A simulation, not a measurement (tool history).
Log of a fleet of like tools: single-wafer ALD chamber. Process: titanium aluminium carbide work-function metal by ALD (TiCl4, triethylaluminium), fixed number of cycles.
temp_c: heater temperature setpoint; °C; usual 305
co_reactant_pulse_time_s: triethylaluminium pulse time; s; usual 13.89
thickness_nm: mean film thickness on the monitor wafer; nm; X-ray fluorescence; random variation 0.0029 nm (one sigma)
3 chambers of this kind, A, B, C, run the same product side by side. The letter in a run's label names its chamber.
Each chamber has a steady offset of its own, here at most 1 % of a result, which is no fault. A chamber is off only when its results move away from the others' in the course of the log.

| run | hour | temp_c | co_reactant_pulse_time_s | hours since the last thermocouple change | hours since the last triethylaluminium bottle change | read-back reference wafer on the same gauge, thickness_nm | thickness_nm |
|---|---|---|---|---|---|---|---|
| 1B | 7.1 | 305 | 13.89 | 1890 | 678.2 | 2.2305 | 2.0806 |
| 2A | 13.9 | 305 | 13.89 | 1000.3 | 101.7 | 2.2303 | 2.0933 |
| 3C | 25 | 305 | 13.89 | 989 | 71.9 | 2.2293 | 2.0712 |
| 4B | 37.1 | 305 | 13.89 | 1920 | 708.2 | 2.2283 | 2.0799 |
| 5A | 50 | 305 | 13.89 | 1036.4 | 137.8 | 2.2277 | 2.0872 |
| 6C | 57 | 305 | 13.89 | 1021 | 103.9 | 2.2266 | 2.0671 |
| 7C | 66 | 305 | 13.89 | 1030 | 112.9 | 2.2272 | 2.0689 |
| 8A | 72.4 | 305 | 13.89 | 1058.8 | 160.2 | 2.2262 | 2.0914 |
| 9B | 82.6 | 305 | 13.89 | 1965.5 | 753.7 | 2.226 | 2.0774 |
| 10A | 95.9 | 305 | 13.89 | 1082.3 | 183.7 | 2.2256 | 2.0862 |
| 11C | 104.8 | 300 | 17.55 | 1068.8 | 151.7 | 2.2258 | 2.0383 |
| 12B | 116.7 | 300 | 17.55 | 1999.6 | 787.8 | 2.2243 | 2.0419 |
| 13B | 123.8 | 300 | 17.55 | 2006.7 | 794.9 | 2.2242 | 2.0392 |
| 14C | 131.2 | 305 | 13.89 | 1095.2 | 178.1 | 2.2245 | 2.0719 |
| 15A | 141.6 | 298 | 13.89 | 1128 | 229.4 | 2.2236 | 2.0299 |
| 16A | 151.5 | 298 | 13.89 | 1137.9 | 239.3 | 2.2231 | 2.031 |
| 17C | 163.1 | 298 | 13.89 | 1127.1 | 210 | 2.2227 | 2.0043 |
| 18B | 174.9 | 305 | 13.89 | 2057.8 | 846 | 2.222 | 2.0662 |
| 19A | 182.9 | 305 | 13.89 | 1169.3 | 270.7 | 2.221 | 2.0892 |
| 20B | 190.1 | 305 | 13.89 | 2073 | 861.2 | 2.2211 | 2.0724 |
| 21C | 197.5 | 305 | 13.89 | 1161.5 | 244.4 | 2.2204 | 2.0599 |
| 22A | 211.1 | 305 | 13.89 | 1197.5 | 298.9 | 2.2202 | 2.0873 |
| 23B | 223.9 | 305 | 13.89 | 2106.8 | 895 | 2.2186 | 2.0696 |
| 24C | 235.8 | 299 | 13.89 | 1199.8 | 282.7 | 2.2184 | 2.0093 |
| 25C | 247.9 | 299 | 13.89 | 1211.9 | 294.8 | 2.2182 | 2.0072 |
| 26A | 259.3 | 299 | 13.89 | 1245.7 | 347.1 | 2.2185 | 2.0323 |
| 27B | 267 | 316 | 16.23 | 2149.9 | 938.1 | 2.2178 | 2.1823 |

What goes on in this fleet: one chamber off, a drifting gauge, or nothing beyond the chambers' own small offsets? Name the chamber and the cause, if any.

The gauge drifts, so all chambers seem to drift together. No chamber is off.
Cause: gauge reads low (%) = 0.584.
